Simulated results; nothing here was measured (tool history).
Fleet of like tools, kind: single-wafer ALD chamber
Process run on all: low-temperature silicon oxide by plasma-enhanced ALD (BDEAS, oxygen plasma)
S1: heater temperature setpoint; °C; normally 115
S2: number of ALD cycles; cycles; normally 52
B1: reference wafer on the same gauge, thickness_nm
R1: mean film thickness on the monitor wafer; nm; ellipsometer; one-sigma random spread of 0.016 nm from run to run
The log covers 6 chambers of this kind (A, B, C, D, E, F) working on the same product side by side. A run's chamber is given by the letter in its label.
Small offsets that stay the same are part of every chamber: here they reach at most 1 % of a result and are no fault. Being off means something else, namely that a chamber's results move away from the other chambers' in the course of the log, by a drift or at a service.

Run 1A, day 0.475: usual settings; B1 7.5679. Result: R1 7.1434 nm.
Run 2F, day 0.842: usual settings; B1 7.5694. Result: R1 7.1693 nm.
Run 3C, day 1.246: usual settings; B1 7.5679. Result: R1 7.2195 nm.
Run 4B, day 1.650: usual settings; B1 7.5739. Result: R1 7.2269 nm.
Run 5E, day 2.054: usual settings; B1 7.5656. Result: R1 7.1527 nm.
Run 6D, day 2.317: usual settings; B1 7.5677. Result: R1 7.2387 nm.
Run 7A, day 2.633: usual settings; B1 7.5670. Result: R1 7.1488 nm.
At day 2.750: chamber A: thermocouple changed; heater temperature recalibrated.
Run 8E, day 3.121: usual settings; B1 7.5672. Result: R1 7.1469 nm.
Run 9F, day 3.329: usual settings; B1 7.5709. Result: R1 7.1611 nm.
Run 10D, day 3.654: usual settings; B1 7.5685. Result: R1 7.2373 nm.
Run 11C, day 3.950: usual settings; B1 7.5700. Result: R1 7.2185 nm.
Run 12B, day 4.188: usual settings; B1 7.5696. Result: R1 7.2349 nm.
At day 4.508: chamber B: thermocouple changed; heater temperature recalibrated.
Run 13E, day 4.642: usual settings; B1 7.5681. Result: R1 7.1507 nm.
Run 14D, day 4.946: usual settings; B1 7.5705. Result: R1 7.2670 nm.
Run 15B, day 5.342: usual settings; B1 7.5668. Result: R1 7.2368 nm.
Run 16F, day 5.696: usual settings; B1 7.5710. Result: R1 7.1739 nm.
Run 17A, day 6.088: usual settings but S1 105 °C, S2 61 cycles; B1 7.5700. Result: R1 8.5573 nm.
Run 18C, day 6.508: usual settings but S1 105 °C, S2 61 cycles; B1 7.5745. Result: R1 8.6254 nm.
Run 19B, day 6.888: usual settings but S1 105 °C, S2 61 cycles; B1 7.5710. Result: R1 8.6722 nm.
Run 20E, day 7.208: usual settings but S1 105 °C, S2 61 cycles; B1 7.5705. Result: R1 8.5345 nm.
Run 21C, day 7.488: usual settings but S1 105 °C, S2 61 cycles; B1 7.5696. Result: R1 8.6488 nm.
Run 22D, day 7.958: usual settings but S1 105 °C, S2 61 cycles; B1 7.5711. Result: R1 8.6418 nm.
Run 23F, day 8.375: usual settings; B1 7.5670. Result: R1 7.1336 nm.
Run 24A, day 8.742: usual settings; B1 7.5681. Result: R1 7.1578 nm.
Run 25B, day 8.954: usual settings; B1 7.5694. Result: R1 7.2263 nm.
Run 26C, day 9.383: usual settings but S1 110 °C; B1 7.5681. Result: R1 7.3008 nm.
Run 27F, day 9.779: usual settings but S1 110 °C; B1 7.5739. Result: R1 7.2158 nm.
Run 28D, day 10.017: usual settings but S1 110 °C; B1 7.5746. Result: R1 7.3308 nm.
Run 29A, day 10.242: usual settings but S1 110 °C; B1 7.5714. Result: R1 7.1929 nm.
Run 30E, day 10.612: usual settings but S1 110 °C; B1 7.5727. Result: R1 7.2068 nm.
Run 31D, day 10.988: usual settings but S1 110 °C; B1 7.5713. Result: R1 7.3258 nm.
Run 32B, day 11.271: usual settings; B1 7.5721. Result: R1 7.2691 nm.
Run 33C, day 11.750: usual settings but S1 127 °C, S2 60 cycles; B1 7.5706. Result: R1 8.1623 nm.
Run 34E, day 12.221: usual settings but S1 127 °C, S2 60 cycles; B1 7.5726. Result: R1 8.0785 nm.
Run 35A, day 12.596: usual settings but S1 127 °C, S2 60 cycles; B1 7.5695. Result: R1 8.1055 nm.
Run 36F, day 12.875: usual settings but S1 127 °C, S2 60 cycles; B1 7.5673. Result: R1 8.1014 nm.
Run 37F, day 13.150: usual settings but S1 127 °C, S2 60 cycles; B1 7.5725. Result: R1 8.0928 nm.

Next, all 6 chambers run the settings below, one line each with question marks for the results. What does each chamber give?
Run 38A, day 13.496: usual settings. Result: R1 ?.
Run 38B, day 13.496: usual settings. Result: R1 ?.
Run 38C, day 13.496: usual settings. Result: R1 ?.
Run 38D, day 13.496: usual settings. Result: R1 ?.
Run 38E, day 13.496: usual settings. Result: R1 ?.
Run 38F, day 13.496: usual settings. Result: R1 ?.

run      R1
38A  7.1295
38B  7.2672
38C  7.2342
38D  7.2523
38E  7.1704
38F  7.1769
